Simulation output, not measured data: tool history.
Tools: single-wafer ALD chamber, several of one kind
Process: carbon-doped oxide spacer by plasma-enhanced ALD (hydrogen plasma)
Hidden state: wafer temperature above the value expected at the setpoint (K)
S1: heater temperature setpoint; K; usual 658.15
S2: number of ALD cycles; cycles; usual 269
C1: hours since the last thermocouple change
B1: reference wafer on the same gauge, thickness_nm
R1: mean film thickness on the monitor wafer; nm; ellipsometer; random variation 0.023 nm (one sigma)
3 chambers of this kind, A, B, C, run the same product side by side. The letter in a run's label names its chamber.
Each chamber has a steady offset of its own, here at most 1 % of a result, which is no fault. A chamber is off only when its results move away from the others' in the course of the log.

Run 1C, hour 11.7: usual settings; C1 1127.6; B1 11.402. Result: R1 13.463 nm.
Run 2A, hour 25.7: usual settings; C1 1630.2; B1 11.41. Result: R1 13.448 nm.
Run 3B, hour 34.5: usual settings; C1 565.3; B1 11.406. Result: R1 13.483 nm.
Run 4A, hour 48.1: usual settings; C1 1652.6; B1 11.412. Result: R1 13.461 nm.
Run 5C, hour 60.7: usual settings; C1 1176.6; B1 11.414. Result: R1 13.471 nm.
Run 6B, hour 70.8: usual settings; C1 601.6; B1 11.414. Result: R1 13.505 nm.
Run 7A, hour 78.3: usual settings; C1 1682.8; B1 11.417. Result: R1 13.5 nm.
Run 8C, hour 88.8: usual settings; C1 1204.7; B1 11.419. Result: R1 13.512 nm.
Run 9B, hour 95.2: usual settings; C1 626; B1 11.418. Result: R1 13.593 nm.
Run 10B, hour 105.8: usual settings; C1 636.6; B1 11.423. Result: R1 13.529 nm.
Run 11A, hour 116.1: usual settings; C1 1720.6; B1 11.425. Result: R1 13.512 nm.
Run 12C, hour 124.6: usual settings; C1 1240.5; B1 11.429. Result: R1 13.525 nm.
Run 13A, hour 138.2: usual settings; C1 1742.7; B1 11.435. Result: R1 13.473 nm.
Run 14C, hour 151.1: usual settings; C1 1267; B1 11.433. Result: R1 13.475 nm.
Run 15B, hour 163.4: usual settings but S1 666.15 K, S2 246 cycles; C1 694.2; B1 11.434. Result: R1 12.435 nm.
Run 16C, hour 169.7: usual settings but S1 666.15 K, S2 246 cycles; C1 1285.6; B1 11.438. Result: R1 12.404 nm.
Run 17B, hour 178.1: usual settings but S1 666.15 K, S2 246 cycles; C1 708.9; B1 11.446. Result: R1 12.389 nm.
Run 18A, hour 187.3: usual settings; C1 1791.8; B1 11.442. Result: R1 13.538 nm.
Run 19C, hour 198.3: usual settings; C1 1314.2; B1 11.443. Result: R1 13.491 nm.
Run 20A, hour 208.9: usual settings; C1 1813.4; B1 11.446. Result: R1 13.507 nm.
Run 21B, hour 216.6: usual settings but S2 303 cycles; C1 747.4; B1 11.448. Result: R1 15.304 nm.
Run 22B, hour 228.6: usual settings but S2 303 cycles; C1 759.4; B1 11.454. Result: R1 15.341 nm.
Run 23A, hour 241.9: usual settings but S2 303 cycles; C1 1846.4; B1 11.451. Result: R1 15.215 nm.
Run 24C, hour 253.7: usual settings; C1 1369.6; B1 11.453. Result: R1 13.543 nm.
Run 25C, hour 265.3: usual settings; C1 1381.2; B1 11.462. Result: R1 13.565 nm.
Run 26B, hour 275.4: usual settings; C1 806.2; B1 11.462. Result: R1 13.599 nm.
Run 27A, hour 283.1: usual settings; C1 1887.6; B1 11.463. Result: R1 13.52 nm.
At hour 294.2: chamber A: thermocouple changed; heater temperature recalibrated.
Run 28C, hour 294.6: usual settings; C1 1410.5; B1 11.465. Result: R1 13.536 nm.
Run 29B, hour 303: usual settings; C1 833.8; B1 11.467. Result: R1 13.628 nm.
Run 30A, hour 316: usual settings; C1 21.8; B1 11.468. Result: R1 13.513 nm.
Run 31A, hour 324.8: usual settings; C1 30.6; B1 11.477. Result: R1 13.557 nm.
Run 32C, hour 337.5: usual settings; C1 1453.4; B1 11.479. Result: R1 13.569 nm.
Run 33B, hour 345.4: usual settings; C1 876.2; B1 11.477. Result: R1 13.609 nm.

Next, every chamber runs the same settings. What will each give?
Run 34A, hour 355.7: usual settings but S2 224 cycles. Result: R1 ?.
Run 34B, hour 355.7: usual settings but S2 224 cycles. Result: R1 ?.
Run 34C, hour 355.7: usual settings but S2 224 cycles. Result: R1 ?.

run      R1
34A  11.259
34B  11.309
34C  11.294

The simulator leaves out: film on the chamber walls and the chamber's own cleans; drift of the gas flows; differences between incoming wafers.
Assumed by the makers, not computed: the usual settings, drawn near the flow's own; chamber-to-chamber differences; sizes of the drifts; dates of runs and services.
